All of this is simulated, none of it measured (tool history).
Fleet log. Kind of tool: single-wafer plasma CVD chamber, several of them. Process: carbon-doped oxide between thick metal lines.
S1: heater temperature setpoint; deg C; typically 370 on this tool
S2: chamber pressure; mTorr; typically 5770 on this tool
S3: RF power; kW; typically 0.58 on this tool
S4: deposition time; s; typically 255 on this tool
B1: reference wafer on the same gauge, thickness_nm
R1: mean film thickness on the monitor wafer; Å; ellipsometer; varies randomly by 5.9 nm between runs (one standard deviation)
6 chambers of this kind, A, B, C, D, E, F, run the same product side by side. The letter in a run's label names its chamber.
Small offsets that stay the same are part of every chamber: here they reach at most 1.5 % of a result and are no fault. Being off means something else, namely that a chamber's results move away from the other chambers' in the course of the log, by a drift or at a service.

run	day	S1	S2	S3	S4	B1	R1
1B	0.162	370	5770	0.58	255	1629.4	13692
2C	0.325	370	5770	0.58	255	1630.7	13882
3E	0.429	370	5770	0.58	255	1629.4	13572
4A	0.596	370	5770	0.58	255	1628.3	13675
5D	0.808	379	5770	0.58	293	1630.5	15200
6F	0.983	379	5770	0.58	293	1630.6	15302
7A	1.192	379	5770	0.58	293	1629.7	15306
8B	1.358	379	5770	0.58	293	1628.1	15437
9F	1.525	379	5770	0.58	293	1629.1	15370
10C	1.733	379	5770	0.58	293	1629.3	15696
11E	1.896	370	5770	0.58	255	1629.7	13556
12D	2.121	370	5770	0.58	255	1631.4	13541
13B	2.229	370	5770	0.58	255	1629.4	13662
14F	2.338	370	5770	0.58	255	1631.1	13666
15E	2.5	370	5770	0.58	255	1632.1	13500
16C	2.625	377	5770	0.58	288	1631.3	15474
17A	2.742	377	5770	0.58	288	1629.1	15068
18D	2.862	377	5770	0.58	288	1630.1	15110
19D	3.071	377	5770	0.58	288	1629.1	15206
20E	3.204	377	5770	0.58	288	1629.6	15102
21C	3.35	377	5770	0.58	288	1630.9	15352
22B	3.579	370	5770	0.58	255	1629.9	13707
23A	3.679	364	5770	0.685	255	1630.9	15219
24F	3.883	364	5770	0.685	255	1630.2	15168
25C	4.033	364	5770	0.685	255	1628.3	15509
26A	4.212	364	5770	0.685	255	1630.6	15121
27F	4.371	364	5770	0.685	255	1629.4	15258
28E	4.571	364	5770	0.685	255	1630.2	15188
29D	4.692	370	5770	0.58	255	1629.9	13660
30B	4.808	370	5770	0.58	255	1629.3	13639
31C	5.038	370	5770	0.58	255	1630.7	13959
32F	5.254	370	5770	0.465	218	1630.9	10163
33E	5.358	370	5770	0.465	218	1630.5	10095
34A	5.488	370	5770	0.465	218	1630.5	10204
35B	5.612	370	5770	0.465	218	1628.8	10196
36D	5.742	370	5770	0.465	218	1631.3	10156
37D	5.971	370	5770	0.465	218	1629.7	10104
38C	6.1	370	5770	0.58	255	1631	13879
39A	6.321	370	5770	0.58	255	1630.3	13652
40B	6.517	370	5770	0.58	255	1628.2	13726
41E	6.646	370	5770	0.58	255	1629.2	13571

All chambers now run identical settings, listed one chamber a line with results as question marks. What results will each chamber show?
42A	6.812	370	6510	0.58	255		?
42B	6.812	370	6510	0.58	255		?
42C	6.812	370	6510	0.58	255		?
42D	6.812	370	6510	0.58	255		?
42E	6.812	370	6510	0.58	255		?
42F	6.812	370	6510	0.58	255		?

run	R1
42A	13875
42B	13873
42C	14119
42D	13729
42E	13787
42F	13808
